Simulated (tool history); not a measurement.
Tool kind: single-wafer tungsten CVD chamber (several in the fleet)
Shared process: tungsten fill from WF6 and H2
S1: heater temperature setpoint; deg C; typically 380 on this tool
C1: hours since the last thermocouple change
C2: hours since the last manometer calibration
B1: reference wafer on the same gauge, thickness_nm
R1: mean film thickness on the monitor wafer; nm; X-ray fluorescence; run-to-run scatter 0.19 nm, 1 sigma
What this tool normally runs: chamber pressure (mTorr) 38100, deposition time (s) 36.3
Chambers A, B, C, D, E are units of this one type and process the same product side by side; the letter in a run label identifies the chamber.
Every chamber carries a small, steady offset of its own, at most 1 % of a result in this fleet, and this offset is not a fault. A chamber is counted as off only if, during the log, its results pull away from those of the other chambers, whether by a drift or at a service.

run 1E hour=5 | S1=380 chamber_pressure_(mTorr)=38100 deposition_time_(s)=36.3 | C1=593.3 C2=1432.4 | B1=93.057 | R1=80.52
run 2C hour=9.6 | S1=380 chamber_pressure_(mTorr)=38100 deposition_time_(s)=36.3 | C1=1259.4 C2=1208.5 | B1=93.123 | R1=80.217
run 3A hour=12.4 | S1=380 chamber_pressure_(mTorr)=38100 deposition_time_(s)=36.3 | C1=352.5 C2=1205.7 | B1=93.127 | R1=79.749
run 4B hour=14.7 | S1=380 chamber_pressure_(mTorr)=38100 deposition_time_(s)=36.3 | C1=73.8 C2=1316.8 | B1=93.093 | R1=80.897
run 5D hour=17.7 | S1=380 chamber_pressure_(mTorr)=38100 deposition_time_(s)=39.5 | C1=484.5 C2=1200.5 | B1=93.133 | R1=88.084
run 6C hour=20.8 | S1=380 chamber_pressure_(mTorr)=38100 deposition_time_(s)=39.5 | C1=1270.6 C2=1219.7 | B1=93.081 | R1=87.068
run 7A hour=24.1 | S1=380 chamber_pressure_(mTorr)=38100 deposition_time_(s)=39.5 | C1=364.2 C2=1217.4 | B1=93.076 | R1=86.997
run 8B hour=28.6 | S1=380 chamber_pressure_(mTorr)=38100 deposition_time_(s)=39.5 | C1=87.7 C2=1330.7 | B1=93.036 | R1=87.795
run 9D hour=31 | S1=380 chamber_pressure_(mTorr)=38100 deposition_time_(s)=39.5 | C1=497.8 C2=1213.8 | B1=93.079 | R1=88.364
run 10E hour=33.4 | S1=380 chamber_pressure_(mTorr)=29400 deposition_time_(s)=36.3 | C1=621.7 C2=1460.8 | B1=93.112 | R1=71.216
run 11A hour=38.3 | S1=380 chamber_pressure_(mTorr)=29400 deposition_time_(s)=36.3 | C1=378.4 C2=1231.6 | B1=93.161 | R1=70.611
run 12E hour=42.6 | S1=380 chamber_pressure_(mTorr)=29400 deposition_time_(s)=36.3 | C1=630.9 C2=1470 | B1=93.104 | R1=71.155
run 13B hour=46.3 | S1=380 chamber_pressure_(mTorr)=29400 deposition_time_(s)=36.3 | C1=105.4 C2=1348.4 | B1=93.116 | R1=71.389
run 14C hour=51.2 | S1=380 chamber_pressure_(mTorr)=29400 deposition_time_(s)=36.3 | C1=1301 C2=1250.1 | B1=93.079 | R1=70.604
run 15D hour=55 | S1=380 chamber_pressure_(mTorr)=38100 deposition_time_(s)=36.3 | C1=521.8 C2=1237.8 | B1=93.073 | R1=81.086
run 16C hour=59.2 | S1=380 chamber_pressure_(mTorr)=38100 deposition_time_(s)=36.3 | C1=1309 C2=1258.1 | B1=93.116 | R1=79.842
run 17A hour=61.5 | S1=380 chamber_pressure_(mTorr)=38100 deposition_time_(s)=36.3 | C1=401.6 C2=1254.8 | B1=93.137 | R1=80.248
run 18D hour=64.8 | S1=380 chamber_pressure_(mTorr)=38100 deposition_time_(s)=36.3 | C1=531.6 C2=1247.6 | B1=93.058 | R1=80.779
run 19B hour=69.8 | S1=380 chamber_pressure_(mTorr)=38100 deposition_time_(s)=36.3 | C1=128.9 C2=1371.9 | B1=93.095 | R1=80.696
run 20E hour=73.6 | S1=380 chamber_pressure_(mTorr)=38100 deposition_time_(s)=36.3 | C1=661.9 C2=1501 | B1=93.095 | R1=80.806
run 21C hour=76.2 | S1=380 chamber_pressure_(mTorr)=45000 deposition_time_(s)=36.3 | C1=1326 C2=1275.1 | B1=93.17 | R1=86.857
run 22A hour=78.5 | S1=380 chamber_pressure_(mTorr)=45000 deposition_time_(s)=36.3 | C1=418.6 C2=1271.8 | B1=93.098 | R1=86.611
run 23E hour=81.2 | S1=380 chamber_pressure_(mTorr)=45000 deposition_time_(s)=36.3 | C1=669.5 C2=1508.6 | B1=93.019 | R1=86.717
run 24D hour=85.3 | S1=380 chamber_pressure_(mTorr)=45000 deposition_time_(s)=36.3 | C1=552.1 C2=1268.1 | B1=93.126 | R1=87.581
run 25B hour=88.3 | S1=380 chamber_pressure_(mTorr)=45000 deposition_time_(s)=36.3 | C1=147.4 C2=1390.4 | B1=93.16 | R1=87.332
run 26D hour=93.3 | S1=380 chamber_pressure_(mTorr)=38100 deposition_time_(s)=36.3 | C1=560.1 C2=1276.1 | B1=93.089 | R1=80.988
run 27A hour=96.5 | S1=380 chamber_pressure_(mTorr)=38100 deposition_time_(s)=36.3 | C1=436.6 C2=1289.8 | B1=93.074 | R1=80.308
run 28C hour=100.2 | S1=380 chamber_pressure_(mTorr)=38100 deposition_time_(s)=36.3 | C1=1350 C2=1299.1 | B1=93.104 | R1=80.271
run 29B hour=105.1 | S1=380 chamber_pressure_(mTorr)=38100 deposition_time_(s)=36.3 | C1=164.2 C2=1407.2 | B1=93.043 | R1=81.048
run 30E hour=110.1 | S1=380 chamber_pressure_(mTorr)=38100 deposition_time_(s)=36.3 | C1=698.4 C2=1537.5 | B1=93.12 | R1=80.323
run 31D hour=114.1 | S1=380 chamber_pressure_(mTorr)=38100 deposition_time_(s)=41.9 | C1=580.9 C2=1296.9 | B1=93.125 | R1=93.502
run 32E hour=116.7 | S1=380 chamber_pressure_(mTorr)=38100 deposition_time_(s)=41.9 | C1=705 C2=1544.1 | B1=93.139 | R1=92.686
run 33B hour=120.6 | S1=380 chamber_pressure_(mTorr)=38100 deposition_time_(s)=41.9 | C1=179.7 C2=1422.7 | B1=93.094 | R1=93.466
run 34A hour=125.7 | S1=380 chamber_pressure_(mTorr)=38100 deposition_time_(s)=41.9 | C1=465.8 C2=1319 | B1=93.103 | R1=92.336
run 35C hour=130.3 | S1=380 chamber_pressure_(mTorr)=38100 deposition_time_(s)=41.9 | C1=1380.1 C2=1329.2 | B1=93.103 | R1=92.658
run 36D hour=134.9 | S1=380 chamber_pressure_(mTorr)=38100 deposition_time_(s)=36.3 | C1=601.7 C2=1317.7 | B1=93.057 | R1=80.921
run 37B hour=139.9 | S1=370 chamber_pressure_(mTorr)=38100 deposition_time_(s)=36.3 | C1=199 C2=1442 | B1=93.083 | R1=65.517
run 38E hour=143.8 | S1=370 chamber_pressure_(mTorr)=38100 deposition_time_(s)=36.3 | C1=732.1 C2=1571.2 | B1=93.074 | R1=65.181
run 39C hour=147.1 | S1=370 chamber_pressure_(mTorr)=38100 deposition_time_(s)=36.3 | C1=1396.9 C2=1346 | B1=93.081 | R1=64.899
run 40A hour=150.1 | S1=370 chamber_pressure_(mTorr)=38100 deposition_time_(s)=36.3 | C1=490.2 C2=1343.4 | B1=93.045 | R1=65.275
run 41C hour=154.1 | S1=370 chamber_pressure_(mTorr)=38100 deposition_time_(s)=36.3 | C1=1403.9 C2=1353 | B1=93.042 | R1=65.026
run 42E hour=158.2 | S1=380 chamber_pressure_(mTorr)=38100 deposition_time_(s)=36.3 | C1=746.5 C2=1585.6 | B1=93.094 | R1=80.52
run 43B hour=161.9 | S1=380 chamber_pressure_(mTorr)=38100 deposition_time_(s)=36.3 | C1=221 C2=1464 | B1=93.145 | R1=80.682
run 44D hour=166.1 | S1=380 chamber_pressure_(mTorr)=38100 deposition_time_(s)=36.3 | C1=632.9 C2=1348.9 | B1=93.097 | R1=80.821

One chamber off, gauge drift, or nothing amiss beyond the chambers' own small offsets? If it is a chamber, which one, and what is the likeliest cause?

All chambers stay in line apart from their small fixed offsets, and the gauge does not drift.

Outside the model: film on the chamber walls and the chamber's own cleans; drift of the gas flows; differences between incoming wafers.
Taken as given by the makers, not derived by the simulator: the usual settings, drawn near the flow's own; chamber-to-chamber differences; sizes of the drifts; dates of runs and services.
